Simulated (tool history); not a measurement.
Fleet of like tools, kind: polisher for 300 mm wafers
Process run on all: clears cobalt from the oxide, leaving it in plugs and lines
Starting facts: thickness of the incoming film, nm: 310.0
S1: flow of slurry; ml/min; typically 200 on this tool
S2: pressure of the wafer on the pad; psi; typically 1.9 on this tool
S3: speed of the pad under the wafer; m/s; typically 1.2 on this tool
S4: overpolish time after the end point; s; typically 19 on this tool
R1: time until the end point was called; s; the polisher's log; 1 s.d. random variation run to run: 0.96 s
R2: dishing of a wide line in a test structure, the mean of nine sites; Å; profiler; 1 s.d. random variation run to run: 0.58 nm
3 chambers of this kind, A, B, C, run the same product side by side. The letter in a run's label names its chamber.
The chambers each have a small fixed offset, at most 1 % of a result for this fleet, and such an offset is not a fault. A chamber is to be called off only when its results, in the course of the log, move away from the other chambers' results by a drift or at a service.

Run 1A, hour 6.7: usual settings. Result: R1 56.052 s, R2 524.66 Å.
Run 2C, hour 12.5: usual settings. Result: R1 53.95 s, R2 509.61 Å.
Run 3B, hour 19.5: usual settings. Result: R1 56.527 s, R2 505.66 Å.
Run 4B, hour 23.9: usual settings. Result: R1 56.862 s, R2 518.62 Å.
At hour 27.6: chamber B: worn pad replaced by a new one.
Run 5A, hour 28.6: usual settings. Result: R1 55.706 s, R2 520.4 Å.
At hour 30.4: chamber A: worn pad replaced by a new one.
Run 6C, hour 37.6: usual settings but S2 2.6 psi, S4 27 s. Result: R1 39.759 s, R2 616.72 Å.
Run 7C, hour 42.5: usual settings but S2 2.6 psi, S4 27 s. Result: R1 41.514 s, R2 613.86 Å.
Run 8B, hour 50: usual settings but S2 2.6 psi, S4 27 s. Result: R1 40.614 s, R2 619.29 Å.
Run 9A, hour 56: usual settings. Result: R1 55.746 s, R2 510.55 Å.
Run 10B, hour 65.4: usual settings. Result: R1 55.85 s, R2 515.75 Å.
Run 11A, hour 70.1: usual settings. Result: R1 55.866 s, R2 523.27 Å.
Run 12C, hour 77.6: usual settings. Result: R1 56.683 s, R2 504.17 Å.
At hour 78.3: chamber A: worn pad replaced by a new one.
At hour 81.3: chamber C: worn pad replaced by a new one.
Run 13B, hour 87.4: usual settings but S3 1.02 m/s, S4 28 s. Result: R1 63.493 s, R2 558 Å.
Run 14C, hour 93.9: usual settings but S3 1.02 m/s, S4 28 s. Result: R1 65.193 s, R2 547.9 Å.
Run 15A, hour 100.5: usual settings but S3 1.02 m/s, S4 28 s. Result: R1 64.399 s, R2 570.17 Å.
Run 16B, hour 108: usual settings. Result: R1 58.267 s, R2 518.54 Å.
Run 17C, hour 115.2: usual settings. Result: R1 55.541 s, R2 519.44 Å.
At hour 118.5: chamber B: worn pad replaced by a new one.
Run 18A, hour 122.4: usual settings but S2 2.1 psi, S3 0.9 m/s. Result: R1 66.848 s, R2 473.88 Å.
Run 19B, hour 129: usual settings but S2 2.1 psi, S3 0.9 m/s. Result: R1 68.784 s, R2 468.01 Å.
At hour 130.5: chamber A: worn pad replaced by a new one.
Run 20C, hour 134.2: usual settings but S2 2.1 psi, S3 0.9 m/s. Result: R1 66.907 s, R2 475.28 Å.
Run 21A, hour 141.3: usual settings. Result: R1 54.128 s, R2 524.07 Å.
Run 22C, hour 148.6: usual settings. Result: R1 53.767 s, R2 510.12 Å.
Run 23B, hour 154.2: usual settings. Result: R1 56.332 s, R2 518.83 Å.
Run 24A, hour 162: usual settings. Result: R1 53.812 s, R2 525.63 Å.
Run 25B, hour 170.5: usual settings. Result: R1 53.704 s, R2 520.51 Å.
Run 26A, hour 178.8: usual settings. Result: R1 57.211 s, R2 516.07 Å.
Run 27C, hour 183.6: usual settings. Result: R1 54.525 s, R2 505.27 Å.
At hour 183.9: chamber A: worn pad replaced by a new one.
At hour 184.7: chamber C: worn pad replaced by a new one.
Run 28A, hour 193.3: usual settings. Result: R1 56.217 s, R2 522.69 Å.
Run 29B, hour 199.8: usual settings but S3 1.32 m/s. Result: R1 51.371 s, R2 537.62 Å.
Run 30C, hour 204.2: usual settings but S3 1.32 m/s. Result: R1 51.877 s, R2 530.28 Å.

For the next run the whole fleet of 3 chambers uses the same settings. Give each chamber's results:
Run 31A, hour 211.2: usual settings but S1 175 ml/min. Result: R1 ?, R2 ?.
Run 31B, hour 211.2: usual settings but S1 175 ml/min. Result: R1 ?, R2 ?.
Run 31C, hour 211.2: usual settings but S1 175 ml/min. Result: R1 ?, R2 ?.

run      R1      R2
31A  57.753  524.23
31B  59.675  502.05
31C  57.887  512.89

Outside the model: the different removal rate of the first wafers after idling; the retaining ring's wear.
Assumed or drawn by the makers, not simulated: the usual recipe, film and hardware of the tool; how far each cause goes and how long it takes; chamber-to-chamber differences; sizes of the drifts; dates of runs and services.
